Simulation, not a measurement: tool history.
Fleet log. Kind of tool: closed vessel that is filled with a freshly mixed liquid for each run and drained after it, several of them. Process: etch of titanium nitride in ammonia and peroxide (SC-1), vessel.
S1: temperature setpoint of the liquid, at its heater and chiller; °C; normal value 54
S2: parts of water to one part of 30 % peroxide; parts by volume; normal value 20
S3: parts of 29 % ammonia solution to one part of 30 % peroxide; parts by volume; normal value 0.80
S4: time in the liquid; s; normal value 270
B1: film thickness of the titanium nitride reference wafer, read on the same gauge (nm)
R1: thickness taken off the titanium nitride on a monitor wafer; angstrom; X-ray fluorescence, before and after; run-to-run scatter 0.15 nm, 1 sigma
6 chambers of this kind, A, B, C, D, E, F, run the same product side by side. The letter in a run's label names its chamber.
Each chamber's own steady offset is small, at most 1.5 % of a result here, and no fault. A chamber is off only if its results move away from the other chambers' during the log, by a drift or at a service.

| run | hour | S1 | S2 | S3 | S4 | B1 | R1 |
|---|---|---|---|---|---|---|---|
| 1A | 5.0 | 54 | 20 | 0.80 | 270 | 110.00 | 159.730 |
| 2B | 11.7 | 54 | 20 | 0.80 | 270 | 109.97 | 157.730 |
|  | 13.5 | chamber C: ammonia flow meter replaced |
| 3C | 17.8 | 54 | 20 | 0.80 | 270 | 110.02 | 161.020 |
| 4E | 25.6 | 54 | 20 | 0.80 | 270 | 110.01 | 159.490 |
| 5F | 32.8 | 54 | 20 | 0.80 | 270 | 109.99 | 156.490 |
| 6D | 39.0 | 54 | 20 | 0.80 | 270 | 110.00 | 159.680 |
| 7A | 45.5 | 54 | 20 | 0.80 | 270 | 110.03 | 161.350 |
| 8D | 52.3 | 54 | 20 | 0.80 | 270 | 110.01 | 157.890 |
| 9F | 57.9 | 54 | 20 | 0.80 | 270 | 109.97 | 159.720 |
|  | 59.6 | chamber D: thermometer replaced |
| 10B | 62.5 | 54 | 20 | 0.80 | 270 | 109.99 | 161.050 |
| 11E | 71.6 | 54 | 20 | 0.80 | 270 | 109.99 | 158.020 |
| 12C | 79.6 | 54 | 20 | 0.80 | 270 | 109.98 | 165.400 |
|  | 82.0 | chamber D: new drum of ammonia solution connected |
| 13B | 85.1 | 54 | 20 | 0.80 | 270 | 109.99 | 161.870 |
| 14F | 92.7 | 54 | 20 | 0.80 | 340 | 110.00 | 198.700 |
| 15A | 97.3 | 54 | 20 | 0.80 | 340 | 109.98 | 203.540 |
| 16D | 106.0 | 54 | 20 | 0.80 | 340 | 110.00 | 201.860 |
| 17E | 110.3 | 54 | 20 | 0.80 | 340 | 110.01 | 196.690 |
| 18C | 114.8 | 54 | 20 | 0.80 | 340 | 110.02 | 206.030 |
| 19A | 120.6 | 54 | 20 | 0.80 | 340 | 109.98 | 200.440 |
| 20E | 128.8 | 54 | 20 | 0.80 | 270 | 110.02 | 152.610 |
| 21B | 136.6 | 54 | 20 | 0.80 | 270 | 109.99 | 159.630 |
| 22D | 142.1 | 54 | 20 | 0.80 | 270 | 110.00 | 160.160 |
| 23F | 148.2 | 54 | 20 | 0.80 | 270 | 110.00 | 157.150 |
|  | 148.4 | chamber B: ammonia flow meter replaced |
| 24C | 157.5 | 54 | 20 | 0.80 | 270 | 110.03 | 159.240 |
| 25E | 166.7 | 54 | 20 | 0.80 | 270 | 109.97 | 152.250 |
| 26D | 174.0 | 54 | 20 | 0.80 | 400 | 109.98 | 238.240 |
| 27A | 179.0 | 54 | 20 | 0.80 | 400 | 110.00 | 235.740 |
| 28F | 185.4 | 54 | 20 | 0.80 | 400 | 110.01 | 233.660 |
| 29C | 194.3 | 54 | 20 | 0.80 | 400 | 110.00 | 239.220 |
| 30B | 198.5 | 54 | 20 | 0.80 | 400 | 110.01 | 233.350 |
| 31F | 204.9 | 54 | 20 | 0.80 | 400 | 110.03 | 233.460 |
|  | 209.3 | chamber A: new drum of ammonia solution connected |
| 32B | 211.2 | 54 | 20 | 0.80 | 270 | 110.03 | 158.980 |
| 33E | 219.0 | 54 | 20 | 0.80 | 270 | 109.99 | 148.400 |
| 34D | 223.3 | 54 | 20 | 0.80 | 270 | 110.03 | 161.420 |
| 35A | 232.8 | 45 | 20 | 0.95 | 270 | 110.00 | 88.514 |
|  | 236.9 | chamber E: ammonia flow meter replaced |
| 36C | 238.8 | 45 | 20 | 0.95 | 270 | 110.02 | 87.355 |
| 37F | 246.0 | 45 | 20 | 0.95 | 270 | 109.99 | 88.053 |
| 38C | 250.5 | 45 | 20 | 0.95 | 270 | 109.99 | 89.686 |
| 39A | 258.5 | 45 | 20 | 0.95 | 270 | 109.98 | 89.132 |
| 40D | 268.0 | 45 | 20 | 0.95 | 270 | 110.02 | 88.279 |
|  | 275.8 | chamber E: new drum of ammonia solution connected |
| 41E | 276.1 | 54 | 20 | 0.80 | 270 | 110.01 | 150.090 |

Is one chamber out of step, is the gauge drifting, or do the chambers differ by no more than their own small offsets? For an off chamber, give its letter and the likeliest cause.

Little by little, chamber E moves away from the other chambers.
Likeliest cause: liquid colder than its thermometer reads (K) = 1.22.

Chamber E could run next with any of the 4 candidate recipes listed below; each alters the usual settings, and their results appear as question marks. Which one brings its results back in line with what the other chambers deliver on the usual settings?
In line means no further than this from the other chambers' mean on the usual settings: R1 5.200 angstrom
| 42E-1 | 283.0 | 53.5 | 20.0 | 0.80 | 260 |  | ? |
| 42E-2 | 283.0 | 54.5 | 20.0 | 0.80 | 280 |  | ? |
| 42E-3 | 283.0 | 52.0 | 20.5 | 0.80 | 270 |  | ? |
| 42E-4 | 283.0 | 54.0 | 19.0 | 0.80 | 305 |  | ? |

The other chambers' mean on the usual settings: R1 159.720 angstrom
| run | R1 |
|---|---|
| 42E-1 | 137.330 |
| 42E-2 | 158.490 |
| 42E-3 | 126.650 |
| 42E-4 | 171.680 |
42E-2 puts the chamber back in line with the other chambers.
